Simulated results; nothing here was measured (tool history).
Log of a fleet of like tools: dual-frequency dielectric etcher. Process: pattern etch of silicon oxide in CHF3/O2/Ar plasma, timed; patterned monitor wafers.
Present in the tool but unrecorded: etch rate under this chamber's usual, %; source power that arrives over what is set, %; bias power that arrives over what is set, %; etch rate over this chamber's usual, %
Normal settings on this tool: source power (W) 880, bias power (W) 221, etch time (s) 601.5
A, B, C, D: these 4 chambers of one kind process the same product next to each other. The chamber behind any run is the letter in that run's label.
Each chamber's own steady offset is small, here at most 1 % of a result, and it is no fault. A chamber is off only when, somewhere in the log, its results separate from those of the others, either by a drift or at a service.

run,day,source power (W),bias power (W),etch time (s),hours since the last wet clean,hours since the last source power generator calibration,hours since the last bias power generator calibration,"read-back reference wafer on the same gauge, depth_nm",mean etch depth across the wafer (angstrom)
# day 0.067: chamber D: wet clean of the chamber
1A,0.329,880,221,601.5,120.2,953.3,167.5,1639.7,14634
2D,0.904,880,221,601.5,20.2,1702.2,719.4,1638.7,14698
3C,1.225,880,221,601.5,335.9,2186.5,3651.0,1639.5,14714
4B,1.800,880,221,601.5,223.2,1856.0,2782.9,1638.0,14729
5D,2.312,880,270,744.0,54.0,1736.0,753.2,1638.6,19371
6C,2.808,880,270,744.0,373.9,2224.5,3689.0,1637.0,19488
7B,3.388,880,270,744.0,261.3,1894.1,2821.0,1636.8,19524
8A,3.862,880,270,744.0,205.0,1038.1,252.3,1637.2,19406
9D,4.250,880,221,601.5,100.5,1782.5,799.7,1636.3,14623
10C,4.675,880,243,601.5,418.7,2269.3,3733.8,1636.2,15161
11A,5.238,880,243,601.5,238.0,1071.1,285.3,1636.6,15127
12B,5.825,880,243,601.5,319.8,1952.6,2879.5,1635.6,15208
13C,6.371,880,243,601.5,459.4,2310.0,3774.5,1634.9,15117
14A,6.746,880,221,601.5,274.2,1107.3,321.5,1634.4,14601
15D,7.175,880,221,601.5,170.7,1852.7,869.9,1634.5,14601
# day 7.208: chamber D: source power generator calibrated
# day 7.492: chamber B: wet clean of the chamber
16B,7.600,880,221,601.5,2.6,1995.2,2922.1,1633.9,14675
17B,7.879,880,221,601.5,9.3,2001.9,2928.8,1633.4,14641
18D,8.150,880,221,601.5,194.1,22.7,893.3,1633.1,14591
19A,8.533,790,221,601.5,317.1,1150.2,364.4,1632.7,14038
20C,9.071,790,221,601.5,524.2,2374.8,3839.3,1633.0,13987
21C,9.500,790,221,601.5,534.5,2385.1,3849.6,1632.3,14003
22B,9.938,790,221,601.5,58.7,2051.3,2978.2,1632.7,14086
23D,10.192,880,221,601.5,243.1,71.7,942.3,1632.4,14588
24A,10.658,880,221,601.5,368.1,1201.2,415.4,1632.0,14602
25C,11.142,880,221,601.5,573.9,2424.5,3889.0,1632.0,14575
26B,11.558,800,221,601.5,97.6,2090.2,3017.1,1631.0,14086
27D,11.904,800,221,601.5,284.2,112.8,983.4,1631.1,14047
28A,12.379,800,221,601.5,409.4,1242.5,456.7,1630.1,14096
29B,12.788,800,221,601.5,127.1,2119.7,3046.6,1629.7,14104
# day 13.296: chamber C: wet clean of the chamber
30C,13.342,880,221,601.5,1.1,2477.3,3941.8,1629.1,14586
31A,13.838,880,221,601.5,444.4,1277.5,491.7,1628.8,14520

Each of the 4 chambers runs these same settings next. Fill in every chamber's results:
32A,14.258,880,221,601.5,,,,,?
32B,14.258,880,221,601.5,,,,,?
32C,14.258,880,221,601.5,,,,,?
32D,14.258,880,221,601.5,,,,,?

run,mean etch depth across the wafer (angstrom)
32A,14543
32B,14651
32C,14600
32D,14568
